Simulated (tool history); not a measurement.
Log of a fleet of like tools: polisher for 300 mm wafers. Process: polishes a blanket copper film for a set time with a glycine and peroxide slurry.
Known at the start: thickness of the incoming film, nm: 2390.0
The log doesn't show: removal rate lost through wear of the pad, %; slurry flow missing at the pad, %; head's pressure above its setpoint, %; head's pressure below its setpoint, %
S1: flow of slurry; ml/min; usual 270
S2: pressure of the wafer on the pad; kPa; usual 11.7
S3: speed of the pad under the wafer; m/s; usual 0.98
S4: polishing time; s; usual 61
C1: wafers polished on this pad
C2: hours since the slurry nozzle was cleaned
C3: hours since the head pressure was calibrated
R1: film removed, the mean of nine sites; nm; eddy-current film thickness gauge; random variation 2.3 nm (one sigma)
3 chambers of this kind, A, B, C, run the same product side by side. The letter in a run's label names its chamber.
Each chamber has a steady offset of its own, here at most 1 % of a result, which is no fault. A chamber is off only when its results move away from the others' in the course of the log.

| run | hour | S1 | S2 | S3 | S4 | C1 | C2 | C3 | R1 |
|---|---|---|---|---|---|---|---|---|---|
|  | 4.1 | chamber B: worn pad replaced by a new one |
| 1C | 11.9 | 270 | 11.7 | 0.98 | 61 | 733 | 687.6 | 1023.4 | 223.85 |
|  | 12.0 | chamber C: slurry nozzle cleaned |
| 2B | 24.1 | 270 | 11.7 | 0.98 | 61 | 197 | 44.1 | 609.5 | 228.87 |
| 3A | 31.1 | 270 | 11.7 | 0.98 | 61 | 956 | 348.9 | 43.1 | 229.68 |
|  | 35.9 | chamber C: worn pad replaced by a new one |
| 4C | 40.4 | 270 | 11.7 | 0.98 | 61 | 44 | 28.4 | 1051.9 | 227.53 |
| 5B | 51.8 | 215 | 11.7 | 0.98 | 74 | 471 | 71.8 | 637.2 | 272.00 |
|  | 52.2 | chamber A: worn pad replaced by a new one |
| 6A | 65.1 | 215 | 11.7 | 0.98 | 74 | 127 | 382.9 | 77.1 | 267.47 |
| 7C | 71.3 | 215 | 11.7 | 0.98 | 74 | 349 | 59.3 | 1082.8 | 269.57 |
|  | 83.2 | chamber B: worn pad replaced by a new one |
| 8A | 84.2 | 270 | 11.7 | 0.98 | 61 | 315 | 402.0 | 96.2 | 227.42 |
| 9B | 91.7 | 270 | 11.7 | 0.98 | 61 | 84 | 111.7 | 677.1 | 225.88 |
| 10B | 100.0 | 270 | 11.7 | 0.98 | 61 | 166 | 120.0 | 685.4 | 225.10 |
|  | 109.0 | chamber C: worn pad replaced by a new one |
| 11C | 109.5 | 270 | 11.7 | 0.98 | 61 | 5 | 97.5 | 1121.0 | 226.36 |
| 12A | 122.1 | 270 | 11.7 | 0.98 | 43 | 689 | 439.9 | 134.1 | 160.39 |
| 13C | 129.2 | 270 | 11.7 | 0.98 | 43 | 199 | 117.2 | 1140.7 | 159.59 |
|  | 138.2 | chamber C: head pressure recalibrated |
| 14A | 139.7 | 270 | 11.7 | 0.98 | 43 | 863 | 457.5 | 151.7 | 160.69 |
| 15B | 151.3 | 270 | 9.0 | 0.98 | 61 | 672 | 171.3 | 736.7 | 182.20 |
| 16B | 160.4 | 270 | 9.0 | 0.98 | 61 | 761 | 180.4 | 745.8 | 178.63 |
| 17C | 167.1 | 270 | 9.0 | 0.98 | 61 | 573 | 155.1 | 28.9 | 187.23 |
|  | 169.9 | chamber B: worn pad replaced by a new one |
| 18A | 177.0 | 270 | 11.7 | 0.98 | 61 | 1231 | 494.8 | 189.0 | 223.43 |
|  | 181.8 | chamber A: worn pad replaced by a new one |
| 19C | 187.2 | 195 | 11.7 | 0.98 | 73 | 771 | 175.2 | 49.0 | 261.27 |
|  | 193.0 | chamber C: worn pad replaced by a new one |
| 20B | 194.2 | 195 | 11.7 | 0.98 | 73 | 240 | 214.2 | 779.6 | 243.41 |
| 21A | 202.3 | 195 | 11.7 | 0.98 | 73 | 202 | 520.1 | 214.3 | 264.43 |
| 22A | 211.3 | 185 | 11.7 | 0.98 | 52 | 291 | 529.1 | 223.3 | 185.12 |
| 23C | 217.1 | 185 | 11.7 | 0.98 | 52 | 237 | 205.1 | 78.9 | 186.65 |

Next, every chamber runs the same settings. What will each give?
| 24A | 226.7 | 270 | 11.7 | 0.98 | 61 |  |  |  | ? |
| 24B | 226.7 | 270 | 11.7 | 0.98 | 61 |  |  |  | ? |
| 24C | 226.7 | 270 | 11.7 | 0.98 | 61 |  |  |  | ? |

| run | R1 |
|---|---|
| 24A | 226.91 |
| 24B | 212.24 |
| 24C | 227.62 |
